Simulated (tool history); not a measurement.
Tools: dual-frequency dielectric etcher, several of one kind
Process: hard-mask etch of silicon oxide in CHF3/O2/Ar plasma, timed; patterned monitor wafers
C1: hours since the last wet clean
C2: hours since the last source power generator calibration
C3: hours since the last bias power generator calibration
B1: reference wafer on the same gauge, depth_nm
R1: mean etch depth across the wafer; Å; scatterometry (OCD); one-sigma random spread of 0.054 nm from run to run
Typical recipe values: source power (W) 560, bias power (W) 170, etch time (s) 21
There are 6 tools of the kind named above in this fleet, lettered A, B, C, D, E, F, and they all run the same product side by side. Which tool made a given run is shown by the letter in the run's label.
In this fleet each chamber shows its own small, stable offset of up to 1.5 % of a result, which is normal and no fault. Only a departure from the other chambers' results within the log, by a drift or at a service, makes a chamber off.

Run 1D, hour 9.2: usual settings; C1 302.0; C2 4275.7; C3 1696.2; B1 36.793. Result: R1 390.39 Å.
Run 2C, hour 17.9: usual settings; C1 203.4; C2 2108.5; C3 4010.7; B1 36.781. Result: R1 393.07 Å.
Run 3B, hour 25.5: usual settings; C1 465.7; C2 883.0; C3 145.6; B1 36.785. Result: R1 395.08 Å.
Run 4F, hour 35.3: usual settings; C1 131.5; C2 2636.6; C3 3083.1; B1 36.784. Result: R1 396.46 Å.
Run 5E, hour 43.1: usual settings; C1 456.9; C2 3258.8; C3 1602.3; B1 36.765. Result: R1 397.42 Å.
Run 6A, hour 52.0: usual settings; C1 218.3; C2 3235.3; C3 1870.3; B1 36.772. Result: R1 399.91 Å.
Run 7D, hour 57.4: usual settings; C1 350.2; C2 4323.9; C3 1744.4; B1 36.761. Result: R1 391.56 Å.
At hour 61.1: chamber C: source power generator calibrated.
Run 8C, hour 61.9: usual settings; C1 247.4; C2 0.9; C3 4054.7; B1 36.763. Result: R1 392.69 Å.
Run 9A, hour 69.9: usual settings; C1 236.2; C2 3253.2; C3 1888.2; B1 36.764. Result: R1 400.35 Å.
Run 10F, hour 79.2: usual settings; C1 175.4; C2 2680.5; C3 3127.0; B1 36.753. Result: R1 396.35 Å.
Run 11E, hour 88.7: usual settings; C1 502.5; C2 3304.4; C3 1647.9; B1 36.742. Result: R1 396.69 Å.
Run 12B, hour 99.0: usual settings; C1 539.2; C2 956.5; C3 219.1; B1 36.731. Result: R1 394.15 Å.
At hour 102.9: chamber A: source power generator calibrated.
Run 13E, hour 107.2: usual settings; C1 521.0; C2 3322.9; C3 1666.4; B1 36.741. Result: R1 396.50 Å.
Run 14B, hour 117.3: usual settings but source power (W) 680, bias power (W) 142; C1 557.5; C2 974.8; C3 237.4; B1 36.719. Result: R1 400.95 Å.
Run 15C, hour 121.8: usual settings but source power (W) 680, bias power (W) 142; C1 307.3; C2 60.8; C3 4114.6; B1 36.738. Result: R1 398.02 Å.
Run 16A, hour 130.2: usual settings but source power (W) 680, bias power (W) 142; C1 296.5; C2 27.3; C3 1948.5; B1 36.713. Result: R1 407.11 Å.
At hour 131.6: chamber D: wet clean of the chamber.
At hour 135.0: chamber E: wet clean of the chamber.
Run 17F, hour 138.9: usual settings but source power (W) 680, bias power (W) 142; C1 235.1; C2 2740.2; C3 3186.7; B1 36.718. Result: R1 401.53 Å.
At hour 142.1: chamber B: wet clean of the chamber.
Run 18D, hour 145.8: usual settings but source power (W) 680, bias power (W) 142; C1 14.2; C2 4412.3; C3 1832.8; B1 36.717. Result: R1 397.79 Å.
At hour 146.6: chamber D: source power generator calibrated.
Run 19F, hour 154.3: usual settings but source power (W) 680, bias power (W) 142; C1 250.5; C2 2755.6; C3 3202.1; B1 36.721. Result: R1 401.81 Å.
Run 20E, hour 160.3: usual settings; C1 25.4; C2 3376.0; C3 1719.5; B1 36.719. Result: R1 396.11 Å.
At hour 163.1: chamber C: wet clean of the chamber.
Run 21A, hour 166.7: usual settings; C1 333.0; C2 63.8; C3 1985.0; B1 36.699. Result: R1 399.48 Å.
Run 22D, hour 171.2: usual settings; C1 39.6; C2 24.6; C3 1858.2; B1 36.700. Result: R1 390.96 Å.
Run 23B, hour 178.5: usual settings but etch time (s) 19; C1 36.4; C2 1036.0; C3 298.6; B1 36.686. Result: R1 356.90 Å.
Run 24C, hour 184.1: usual settings but etch time (s) 19; C1 21.1; C2 123.1; C3 4176.9; B1 36.684. Result: R1 355.27 Å.
Run 25F, hour 191.2: usual settings but etch time (s) 19; C1 287.4; C2 2792.5; C3 3239.0; B1 36.685. Result: R1 356.63 Å.
Run 26A, hour 198.7: usual settings but etch time (s) 19; C1 365.0; C2 95.8; C3 2017.0; B1 36.671. Result: R1 362.05 Å.
Run 27C, hour 206.8: usual settings but etch time (s) 19; C1 43.8; C2 145.8; C3 4199.6; B1 36.678. Result: R1 354.19 Å.
Run 28E, hour 211.7: usual settings but etch time (s) 19; C1 76.8; C2 3427.4; C3 1770.9; B1 36.671. Result: R1 358.20 Å.
Run 29D, hour 219.3: usual settings; C1 87.7; C2 72.7; C3 1906.3; B1 36.662. Result: R1 389.92 Å.
Run 30B, hour 224.7: usual settings; C1 82.6; C2 1082.2; C3 344.8; B1 36.664. Result: R1 394.29 Å.
Run 31B, hour 229.3: usual settings; C1 87.2; C2 1086.8; C3 349.4; B1 36.658. Result: R1 393.83 Å.
Run 32A, hour 236.3: usual settings; C1 402.6; C2 133.4; C3 2054.6; B1 36.651. Result: R1 399.21 Å.
Run 33D, hour 246.1: usual settings; C1 114.5; C2 99.5; C3 1933.1; B1 36.640. Result: R1 390.24 Å.
Run 34F, hour 256.1: usual settings; C1 352.3; C2 2857.4; C3 3303.9; B1 36.653. Result: R1 394.57 Å.
Run 35C, hour 266.4: usual settings; C1 103.4; C2 205.4; C3 4259.2; B1 36.630. Result: R1 391.41 Å.
Run 36E, hour 272.0: usual settings; C1 137.1; C2 3487.7; C3 1831.2; B1 36.632. Result: R1 395.63 Å.
Run 37E, hour 279.2: usual settings; C1 144.3; C2 3494.9; C3 1838.4; B1 36.635. Result: R1 396.18 Å.
At hour 288.3: chamber A: wet clean of the chamber.
Run 38C, hour 288.8: usual settings; C1 125.8; C2 227.8; C3 4281.6; B1 36.624. Result: R1 391.01 Å.
Run 39F, hour 297.0: usual settings; C1 393.2; C2 2898.3; C3 3344.8; B1 36.622. Result: R1 394.46 Å.
Run 40D, hour 301.6: usual settings; C1 170.0; C2 155.0; C3 1988.6; B1 36.607. Result: R1 389.98 Å.
Run 41B, hour 309.6: usual settings; C1 167.5; C2 1167.1; C3 429.7; B1 36.622. Result: R1 393.03 Å.
Run 42A, hour 315.8: usual settings; C1 27.6; C2 212.9; C3 2134.1; B1 36.608. Result: R1 399.35 Å.
Run 43F, hour 323.5: usual settings; C1 419.7; C2 2924.8; C3 3371.3; B1 36.607. Result: R1 395.19 Å.
Run 44C, hour 330.7: usual settings; C1 167.7; C2 269.7; C3 4323.5; B1 36.601. Result: R1 390.40 Å.

For the next run the whole fleet of 6 chambers uses the same settings. Give each chamber's results:
Run 45A, hour 338.2: usual settings. Result: R1 ?.
Run 45B, hour 338.2: usual settings. Result: R1 ?.
Run 45C, hour 338.2: usual settings. Result: R1 ?.
Run 45D, hour 338.2: usual settings. Result: R1 ?.
Run 45E, hour 338.2: usual settings. Result: R1 ?.
Run 45F, hour 338.2: usual settings. Result: R1 ?.

run      R1
45A  398.03
45B  392.57
45C  391.17
45D  389.43
45E  394.45
45F  395.06
